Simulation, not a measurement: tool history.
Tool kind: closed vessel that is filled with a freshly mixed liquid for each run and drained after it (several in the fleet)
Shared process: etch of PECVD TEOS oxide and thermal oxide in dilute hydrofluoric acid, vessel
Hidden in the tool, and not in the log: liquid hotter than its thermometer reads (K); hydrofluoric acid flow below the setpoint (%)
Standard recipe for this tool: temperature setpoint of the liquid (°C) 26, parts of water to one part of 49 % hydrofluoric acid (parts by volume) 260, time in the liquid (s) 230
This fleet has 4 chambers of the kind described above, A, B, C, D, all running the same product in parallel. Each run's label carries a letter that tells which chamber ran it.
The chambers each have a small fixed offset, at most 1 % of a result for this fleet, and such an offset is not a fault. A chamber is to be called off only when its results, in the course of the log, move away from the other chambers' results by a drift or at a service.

run	hour	temperature setpoint of the liquid (°C)	parts of water to one part of 49 % hydrofluoric acid (parts by volume)	time in the liquid (s)	hours since the thermometer was replaced	hours since the hydrofluoric acid flow meter was replaced	read-back film thickness of the PECVD TEOS oxide reference wafer, read on the same gauge (nm)	read-back film thickness of the thermal oxide reference wafer, read on the same gauge (nm)	thickness taken off the PECVD TEOS oxide on a monitor wafer (Å)	thickness taken off the thermal oxide on a monitor wafer (Å)
1C	10.1	26	260	230	1000.2	1519.9	60.029	129.99	112.72	38.682
2D	19	26	260	230	370.3	53.1	59.977	130.03	117.13	38.792
3B	27.2	26	260	230	743.9	914.4	60.047	129.95	115.48	39.345
4A	36.5	26	260	230	2064.1	1175.3	59.978	130.02	117	38.34
5C	51.9	26	260	230	1042	1561.7	59.993	130	114.36	38.907
6B	62.1	26	260	230	778.8	949.3	59.977	130.01	116.5	38.555
7A	76.6	26	260	230	2104.2	1215.4	59.976	130.02	118.12	38.884
8D	85.1	26	260	230	436.4	119.2	60.029	130	115.05	38.762
9B	97	26	260	230	813.7	984.2	59.994	129.98	112.54	39.279
10C	106.4	26	260	230	1096.5	1616.2	60.013	129.99	112.63	38.979
11D	121.4	26	260	230	472.7	155.5	59.995	130.02	116.72	38.691
12A	129.6	26	260	230	2157.2	1268.4	59.976	130.01	115.47	38.818
13B	136.9	26	260	230	853.6	1024.1	59.972	130.01	113.93	39.307
14C	148.8	26	260	230	1138.9	1658.6	60.021	129.98	113.46	39.059
15A	164.8	26	260	230	2192.4	1303.6	59.996	129.99	115.41	38.258
16D	178.6	26	310	115	529.9	212.7	59.988	130	46.581	15.263
17B	194.8	26	310	115	911.5	1082	59.998	130.02	45.784	15.473
18D	210.4	26	310	115	561.7	244.5	59.998	129.99	45.853	15.57
19A	222.5	26	310	115	2250.1	1361.3	59.984	130	45.741	15.161
20C	231.9	24.5	260	360	1222	1741.7	59.99	130.01	169.63	57.666
21C	245.1	24.5	260	360	1235.2	1754.9	60.005	129.98	169.65	57.47
22A	256.6	24.5	260	360	2284.2	1395.4	60.023	130	173.58	57.148
23B	271.6	24.5	260	360	988.3	1158.8	59.993	130.03	169.82	57.832
24D	282.8	26	220	230	634.1	316.9	60.006	130.03	141.02	47.444
25C	297.4	26	220	230	1287.5	1807.2	60.007	130	142.02	47.953
26D	312	26	220	230	663.3	346.1	60.004	129.98	143.5	47.693
27B	321.6	26	220	230	1038.3	1208.8	60.004	130	140.71	48.204
28A	332.7	26	260	230	2360.3	1471.5	59.997	129.99	117.48	39.047
29B	344.6	26	260	230	1061.3	1231.8	60.015	129.98	113.54	38.848
30D	357.6	26	260	230	708.9	391.7	60.008	129.98	116.64	38.491
31A	371	26	260	230	2398.6	1509.8	59.977	129.95	117.49	38.349
32C	380.4	26	260	230	1370.5	1890.2	59.992	130	115.75	38.627
33D	390.1	26	260	230	741.4	424.2	60.011	129.98	115.08	38.959
34B	398.7	26	260	230	1115.4	1285.9	60.021	130.01	116.1	38.68
35C	411.2	26	260	230	1401.3	1921	60.011	130.01	113.96	38.806

Read the log: is a single chamber off, either drifting away or since a service, is the gauge that measures every chamber drifting, or is nothing wrong beyond small per-chamber offsets? Name any odd chamber and what most likely caused it.

No chamber stands off beyond its own small offset, and the gauge holds steady.
